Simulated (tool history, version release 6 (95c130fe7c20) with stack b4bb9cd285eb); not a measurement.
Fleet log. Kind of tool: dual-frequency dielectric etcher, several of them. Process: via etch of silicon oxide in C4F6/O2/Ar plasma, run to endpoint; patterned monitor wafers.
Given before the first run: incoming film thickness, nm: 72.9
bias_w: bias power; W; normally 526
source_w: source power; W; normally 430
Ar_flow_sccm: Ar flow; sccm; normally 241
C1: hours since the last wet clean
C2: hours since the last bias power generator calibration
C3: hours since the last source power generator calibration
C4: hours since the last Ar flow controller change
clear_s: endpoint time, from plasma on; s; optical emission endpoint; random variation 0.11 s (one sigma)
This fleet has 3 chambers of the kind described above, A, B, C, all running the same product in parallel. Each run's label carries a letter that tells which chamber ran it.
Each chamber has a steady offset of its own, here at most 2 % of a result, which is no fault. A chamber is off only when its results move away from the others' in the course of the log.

Run 1C, hour 6.1: usual settings; C1 427.5; C2 2043.1; C3 1193.6; C4 638.8. Result: clear_s 14.931 s.
Run 2B, hour 11.9: usual settings; C1 218.8; C2 71.6; C3 1850.7; C4 2513.4. Result: clear_s 14.970 s.
Run 3A, hour 17.4: usual settings; C1 335.0; C2 1529.4; C3 1136.9; C4 660.6. Result: clear_s 14.848 s.
Run 4A, hour 23.2: usual settings; C1 340.8; C2 1535.2; C3 1142.7; C4 666.4. Result: clear_s 15.015 s.
Run 5B, hour 26.7: usual settings; C1 233.6; C2 86.4; C3 1865.5; C4 2528.2. Result: clear_s 15.008 s.
Run 6C, hour 33.9: usual settings but Ar_flow_sccm 223 sccm; C1 455.3; C2 2070.9; C3 1221.4; C4 666.6. Result: clear_s 14.596 s.
Run 7B, hour 40.2: usual settings but Ar_flow_sccm 223 sccm; C1 247.1; C2 99.9; C3 1879.0; C4 2541.7. Result: clear_s 14.941 s.
Run 8C, hour 47.3: usual settings but Ar_flow_sccm 223 sccm; C1 468.7; C2 2084.3; C3 1234.8; C4 680.0. Result: clear_s 14.703 s.
Run 9A, hour 53.6: usual settings but Ar_flow_sccm 291 sccm; C1 371.2; C2 1565.6; C3 1173.1; C4 696.8. Result: clear_s 15.279 s.
Run 10C, hour 58.3: usual settings but Ar_flow_sccm 291 sccm; C1 479.7; C2 2095.3; C3 1245.8; C4 691.0. Result: clear_s 15.225 s.
Run 11A, hour 62.8: usual settings but Ar_flow_sccm 291 sccm; C1 380.4; C2 1574.8; C3 1182.3; C4 706.0. Result: clear_s 15.493 s.
Run 12B, hour 69.0: usual settings; C1 275.9; C2 128.7; C3 1907.8; C4 2570.5. Result: clear_s 15.013 s.
Run 13C, hour 74.8: usual settings; C1 496.2; C2 2111.8; C3 1262.3; C4 707.5. Result: clear_s 14.735 s.
Run 14B, hour 81.0: usual settings; C1 287.9; C2 140.7; C3 1919.8; C4 2582.5. Result: clear_s 15.085 s.
Run 15A, hour 86.1: usual settings; C1 403.7; C2 1598.1; C3 1205.6; C4 729.3. Result: clear_s 15.372 s.
Run 16A, hour 92.7: usual settings; C1 410.3; C2 1604.7; C3 1212.2; C4 735.9. Result: clear_s 15.592 s.
Run 17B, hour 96.4: usual settings; C1 303.3; C2 156.1; C3 1935.2; C4 2597.9. Result: clear_s 15.028 s.
Run 18C, hour 100.2: usual settings; C1 521.6; C2 2137.2; C3 1287.7; C4 732.9. Result: clear_s 14.768 s.
Run 19C, hour 105.9: usual settings; C1 527.3; C2 2142.9; C3 1293.4; C4 738.6. Result: clear_s 14.912 s.
Run 20A, hour 112.4: usual settings; C1 430.0; C2 1624.4; C3 1231.9; C4 755.6. Result: clear_s 15.827 s.

Decide between three cases: one chamber stands off from its peers, the gauge reading all wafers drifts, or nothing is wrong past each chamber's small offset. Where a chamber is off, say which and what most likely put it there.

Chamber A drifts away from the others.
Cause: etch rate under this chamber's usual, % = 5.59.

Below are 4 candidate recipes for chamber A's next run, each the usual settings with a change, their results shown as question marks. Which of them brings A's results back in line with what the other chambers give on the usual settings?
A result is in line if it is within this distance of the other chambers' mean on the usual settings: clear_s 0.390 s
Run 21A-1, hour 117.9: usual settings but bias_w 704 W. Result: clear_s ?.
Run 21A-2, hour 117.9: usual settings but bias_w 485 W, source_w 400 W, Ar_flow_sccm 246 sccm. Result: clear_s ?.
Run 21A-3, hour 117.9: usual settings but bias_w 455 W, source_w 370 W. Result: clear_s ?.
Run 21A-4, hour 117.9: usual settings but source_w 500 W, Ar_flow_sccm 230 sccm. Result: clear_s ?.

What the other chambers average on the usual settings: clear_s 14.924 s
  run  clear_s
21A-1   14.150
21A-2   16.826
21A-3   17.704
21A-4   14.905
It is 21A-4 that realigns the chamber with its peers.
